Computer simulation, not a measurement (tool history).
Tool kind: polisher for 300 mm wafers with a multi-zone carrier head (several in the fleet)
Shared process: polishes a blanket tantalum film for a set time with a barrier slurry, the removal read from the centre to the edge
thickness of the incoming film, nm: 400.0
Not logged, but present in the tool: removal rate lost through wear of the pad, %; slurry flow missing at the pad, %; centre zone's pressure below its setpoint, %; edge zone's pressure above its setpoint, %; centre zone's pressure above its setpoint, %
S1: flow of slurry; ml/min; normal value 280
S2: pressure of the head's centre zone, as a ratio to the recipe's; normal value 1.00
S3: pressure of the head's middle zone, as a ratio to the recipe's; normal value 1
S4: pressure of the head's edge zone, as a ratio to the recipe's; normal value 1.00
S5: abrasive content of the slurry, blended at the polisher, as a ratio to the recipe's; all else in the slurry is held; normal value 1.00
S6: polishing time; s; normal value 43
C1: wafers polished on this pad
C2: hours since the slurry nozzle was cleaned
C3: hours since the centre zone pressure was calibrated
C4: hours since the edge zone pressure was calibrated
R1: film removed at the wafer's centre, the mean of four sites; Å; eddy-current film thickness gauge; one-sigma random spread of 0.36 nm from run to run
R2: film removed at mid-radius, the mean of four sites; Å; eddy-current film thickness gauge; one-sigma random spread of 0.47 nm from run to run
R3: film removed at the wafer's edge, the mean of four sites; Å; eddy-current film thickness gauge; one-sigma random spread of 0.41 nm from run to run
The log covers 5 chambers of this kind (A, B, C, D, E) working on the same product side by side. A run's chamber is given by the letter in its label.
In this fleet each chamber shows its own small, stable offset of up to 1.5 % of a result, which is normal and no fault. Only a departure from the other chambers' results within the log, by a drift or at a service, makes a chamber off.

-- day=0.188 chamber A: worn pad replaced by a new one
run 1D day=0.546 | S1=280 S2=1.00 S3=1 S4=1.00 S5=1.00 S6=43 | C1=1123 C2=59.3 C3=245.4 C4=377.0 | R1=332.72 R2=328.85 R3=335.00
-- day=0.858 chamber D: worn pad replaced by a new one
-- day=1.046 chamber E: centre zone pressure recalibrated
run 2C day=1.183 | S1=280 S2=1.00 S3=1 S4=1.00 S5=1.00 S6=43 | C1=791 C2=392.4 C3=385.6 C4=1236.4 | R1=336.81 R2=332.40 R3=331.71
run 3A day=1.575 | S1=280 S2=1.00 S3=1 S4=1.00 S5=1.00 S6=43 | C1=295 C2=455.7 C3=371.1 C4=181.5 | R1=338.73 R2=336.35 R3=330.52
run 4E day=2.188 | S1=280 S2=1.00 S3=1 S4=1.00 S5=1.00 S6=43 | C1=694 C2=73.1 C3=27.4 C4=469.5 | R1=330.68 R2=331.44 R3=333.54
run 5B day=2.642 | S1=280 S2=1.00 S3=1 S4=1.00 S5=1.00 S6=43 | C1=759 C2=168.1 C3=416.7 C4=374.6 | R1=343.80 R2=333.56 R3=332.42
-- day=2.658 chamber E: worn pad replaced by a new one
-- day=2.858 chamber C: worn pad replaced by a new one
-- day=3.058 chamber B: worn pad replaced by a new one
run 6D day=3.242 | S1=280 S2=1.00 S3=1 S4=1.00 S5=1.00 S6=43 | C1=507 C2=124.0 C3=310.1 C4=441.7 | R1=335.02 R2=337.61 R3=327.55
-- day=3.529 chamber A: worn pad replaced by a new one
run 7B day=3.850 | S1=280 S2=1.00 S3=1 S4=1.00 S5=1.00 S6=43 | C1=168 C2=197.1 C3=445.7 C4=403.6 | R1=337.31 R2=330.17 R3=329.48
run 8A day=4.333 | S1=280 S2=0.90 S3=1 S4=1.00 S5=0.75 S6=43 | C1=170 C2=521.9 C3=437.3 C4=247.7 | R1=275.08 R2=295.92 R3=304.44
run 9E day=4.842 | S1=280 S2=0.90 S3=1 S4=1.00 S5=0.75 S6=43 | C1=464 C2=136.8 C3=91.1 C4=533.2 | R1=264.69 R2=308.85 R3=304.19
run 10C day=5.175 | S1=280 S2=0.90 S3=1 S4=1.00 S5=0.75 S6=43 | C1=492 C2=488.2 C3=481.4 C4=1332.2 | R1=270.94 R2=304.31 R3=303.35
run 11A day=5.533 | S1=280 S2=0.90 S3=1 S4=1.00 S5=0.75 S6=43 | C1=425 C2=550.7 C3=466.1 C4=276.5 | R1=267.44 R2=308.80 R3=302.32
run 12E day=6.012 | S1=280 S2=0.90 S3=1 S4=1.00 S5=0.75 S6=43 | C1=713 C2=164.9 C3=119.2 C4=561.3 | R1=270.26 R2=310.78 R3=303.88
-- day=6.533 chamber E: worn pad replaced by a new one
run 13D day=6.562 | S1=280 S2=1.00 S3=1 S4=1.00 S5=1.00 S6=43 | C1=1212 C2=203.7 C3=389.8 C4=521.4 | R1=334.58 R2=330.59 R3=323.52
-- day=6.854 chamber D: worn pad replaced by a new one
run 14B day=6.896 | S1=280 S2=1.00 S3=1 S4=1.00 S5=1.00 S6=43 | C1=815 C2=270.2 C3=518.8 C4=476.7 | R1=338.57 R2=338.03 R3=330.10
-- day=6.921 chamber B: slurry nozzle cleaned
-- day=7.196 chamber B: worn pad replaced by a new one
-- day=7.400 chamber A: worn pad replaced by a new one
run 15C day=7.479 | S1=280 S2=1.00 S3=1 S4=1.00 S5=1.00 S6=43 | C1=982 C2=543.5 C3=536.7 C4=1387.5 | R1=339.57 R2=334.65 R3=335.48
run 16D day=7.808 | S1=280 S2=1.00 S3=1 S4=1.00 S5=1.00 S6=43 | C1=202 C2=233.6 C3=419.7 C4=551.3 | R1=335.06 R2=328.88 R3=329.00
-- day=7.842 chamber C: worn pad replaced by a new one
run 17B day=8.283 | S1=280 S2=1.00 S3=1 S4=1.00 S5=1.00 S6=43 | C1=231 C2=32.8 C3=552.1 C4=510.0 | R1=329.94 R2=342.56 R3=334.18
run 18A day=8.775 | S1=280 S2=1.00 S3=1 S4=1.00 S5=1.00 S6=43 | C1=292 C2=628.5 C3=543.9 C4=354.3 | R1=326.80 R2=338.38 R3=329.11
run 19E day=9.217 | S1=280 S2=1.00 S3=1 S4=1.00 S5=1.00 S6=43 | C1=570 C2=241.8 C3=196.1 C4=638.2 | R1=329.40 R2=336.22 R3=341.20
-- day=9.329 chamber A: slurry nozzle cleaned
run 20C day=9.592 | S1=280 S2=1.00 S3=1 S4=1.00 S5=1.00 S6=43 | C1=372 C2=594.2 C3=587.4 C4=1438.2 | R1=328.86 R2=332.21 R3=332.09
-- day=9.742 chamber E: slurry nozzle cleaned
-- day=9.746 chamber D: centre zone pressure recalibrated
run 21D day=9.883 | S1=280 S2=1.00 S3=1 S4=1.00 S5=1.00 S6=43 | C1=643 C2=283.4 C3=3.3 C4=601.1 | R1=329.57 R2=333.39 R3=334.82
-- day=10.062 chamber E: worn pad replaced by a new one
run 22C day=10.221 | S1=280 S2=1.00 S3=1 S4=1.00 S5=1.00 S6=43 | C1=506 C2=609.3 C3=602.5 C4=1453.3 | R1=334.52 R2=340.00 R3=339.30
-- day=10.696 chamber B: worn pad replaced by a new one
run 23B day=10.867 | S1=280 S2=1.00 S3=1 S4=1.08 S5=1.00 S6=43 | C1=36 C2=94.8 C3=614.1 C4=572.0 | R1=339.62 R2=333.64 R3=345.23
run 24A day=11.454 | S1=280 S2=1.00 S3=1 S4=1.08 S5=1.00 S6=43 | C1=862 C2=51.0 C3=608.2 C4=418.6 | R1=323.15 R2=337.34 R3=346.58
-- day=11.775 chamber D: worn pad replaced by a new one
-- day=11.783 chamber A: worn pad replaced by a new one
run 25E day=11.975 | S1=280 S2=1.00 S3=1 S4=1.08 S5=1.00 S6=43 | C1=406 C2=53.7 C3=262.3 C4=704.4 | R1=329.70 R2=333.03 R3=353.17
-- day=12.233 chamber C: edge zone pressure recalibrated
run 26D day=12.438 | S1=280 S2=1.00 S3=1 S4=1.08 S5=1.00 S6=43 | C1=141 C2=344.7 C3=64.6 C4=662.4 | R1=327.39 R2=327.30 R3=332.66
run 27C day=13.004 | S1=280 S2=1.00 S3=1 S4=1.08 S5=1.00 S6=43 | C1=1097 C2=676.1 C3=669.3 C4=18.6 | R1=331.82 R2=342.66 R3=347.05
-- day=13.333 chamber C: worn pad replaced by a new one
run 28A day=13.529 | S1=350 S2=0.89 S3=1 S4=1.00 S5=1.00 S6=43 | C1=371 C2=100.8 C3=658.0 C4=468.4 | R1=283.64 R2=346.97 R3=342.68
run 29E day=14.046 | S1=350 S2=0.89 S3=1 S4=1.00 S5=1.00 S6=43 | C1=846 C2=103.4 C3=312.0 C4=754.1 | R1=296.88 R2=341.44 R3=339.35
-- day=14.112 chamber B: worn pad replaced by a new one
-- day=14.283 chamber B: centre zone pressure recalibrated
-- day=14.408 chamber E: worn pad replaced by a new one
run 30B day=14.546 | S1=350 S2=0.89 S3=1 S4=1.00 S5=1.00 S6=43 | C1=92 C2=183.1 C3=6.4 C4=660.3 | R1=305.53 R2=339.23 R3=344.00
run 31D day=15.129 | S1=350 S2=0.89 S3=1 S4=1.00 S5=1.00 S6=43 | C1=713 C2=409.3 C3=129.2 C4=727.0 | R1=291.05 R2=338.64 R3=330.66
run 32E day=15.567 | S1=350 S2=0.89 S3=1 S4=1.00 S5=1.00 S6=43 | C1=246 C2=139.9 C3=348.5 C4=790.6 | R1=297.14 R2=344.32 R3=335.65
-- day=15.946 chamber A: worn pad replaced by a new one
run 33A day=16.150 | S1=280 S2=1.00 S3=1 S4=1.00 S5=1.00 S6=43 | C1=43 C2=163.7 C3=720.9 C4=531.3 | R1=320.21 R2=334.07 R3=327.95
-- day=16.562 chamber B: slurry nozzle cleaned
run 34C day=16.704 | S1=280 S2=1.00 S3=1 S4=1.00 S5=1.00 S6=43 | C1=716 C2=764.9 C3=758.1 C4=107.4 | R1=330.49 R2=339.05 R3=338.30
run 35B day=17.146 | S1=280 S2=1.00 S3=1 S4=1.00 S5=1.00 S6=43 | C1=644 C2=14.1 C3=68.8 C4=722.7 | R1=340.06 R2=332.08 R3=341.60
run 36B day=17.662 | S1=280 S2=1.00 S3=1 S4=1.00 S5=1.00 S6=43 | C1=754 C2=26.5 C3=81.2 C4=735.1 | R1=335.26 R2=332.05 R3=333.36
-- day=17.696 chamber D: worn pad replaced by a new one
-- day=17.875 chamber C: worn pad replaced by a new one
-- day=17.888 chamber C: slurry nozzle cleaned
run 37C day=18.292 | S1=280 S2=1.00 S3=1 S4=1.00 S5=1.00 S6=43 | C1=88 C2=9.7 C3=796.2 C4=145.5 | R1=344.06 R2=338.18 R3=335.47
-- day=18.500 chamber E: worn pad replaced by a new one
run 38D day=18.629 | S1=280 S2=1.00 S3=1 S4=1.00 S5=1.00 S6=43 | C1=198 C2=493.3 C3=213.2 C4=811.0 | R1=328.29 R2=331.11 R3=324.70
-- day=19.079 chamber E: slurry nozzle cleaned
run 39A day=19.162 | S1=280 S2=1.00 S3=1 S4=1.00 S5=1.00 S6=43 | C1=683 C2=236.0 C3=793.2 C4=603.6 | R1=317.55 R2=328.78 R3=327.27
-- day=19.438 chamber E: edge zone pressure recalibrated
run 40E day=19.596 | S1=280 S2=1.00 S3=1 S4=1.00 S5=1.00 S6=43 | C1=233 C2=12.5 C3=445.2 C4=3.9 | R1=324.76 R2=340.21 R3=335.74

Is one chamber off against the others, does the gauge drift, or is nothing wrong? If a chamber is off, say which, and what the likeliest cause is.

Chamber A drifts away from the others.
Most likely cause: centre zone's pressure below its setpoint, % = 6.95.

Which of the 4 candidates below, each the usual settings with something changed and its results left as question marks, puts chamber A back in line with what the other chambers give on the usual settings?
Counts as in line when no further than this from what the other chambers average on the usual settings: R1 12.00 Å; R2 17.00 Å; R3 14.00 Å
run 41A-1 day=20.062 | S1=285 S2=1.06 S3=0.99 S4=0.98 S5=1.00 S6=43 | R1=? R2=? R3=?
run 41A-2 day=20.062 | S1=285 S2=1.11 S3=0.97 S4=0.97 S5=1.00 S6=44 | R1=? R2=? R3=?
run 41A-3 day=20.062 | S1=275 S2=0.90 S3=1.02 S4=1.03 S5=1.00 S6=42 | R1=? R2=? R3=?
run 41A-4 day=20.062 | S1=275 S2=0.94 S3=1.01 S4=1.02 S5=1.00 S6=43 | R1=? R2=? R3=?

Mean of the other chambers on the usual settings: R1 332.44 Å; R2 333.08 Å; R3 332.78 Å
run=41A-1 R1=330.69 R2=329.83 R3=332.89
run=41A-2 R1=356.08 R2=331.16 R3=338.94
run=41A-3 R1=267.73 R2=330.15 R3=332.56
run=41A-4 R1=287.91 R2=334.90 R3=338.79
Change 41A-1 lands the chamber within the allowed miss of the other chambers.
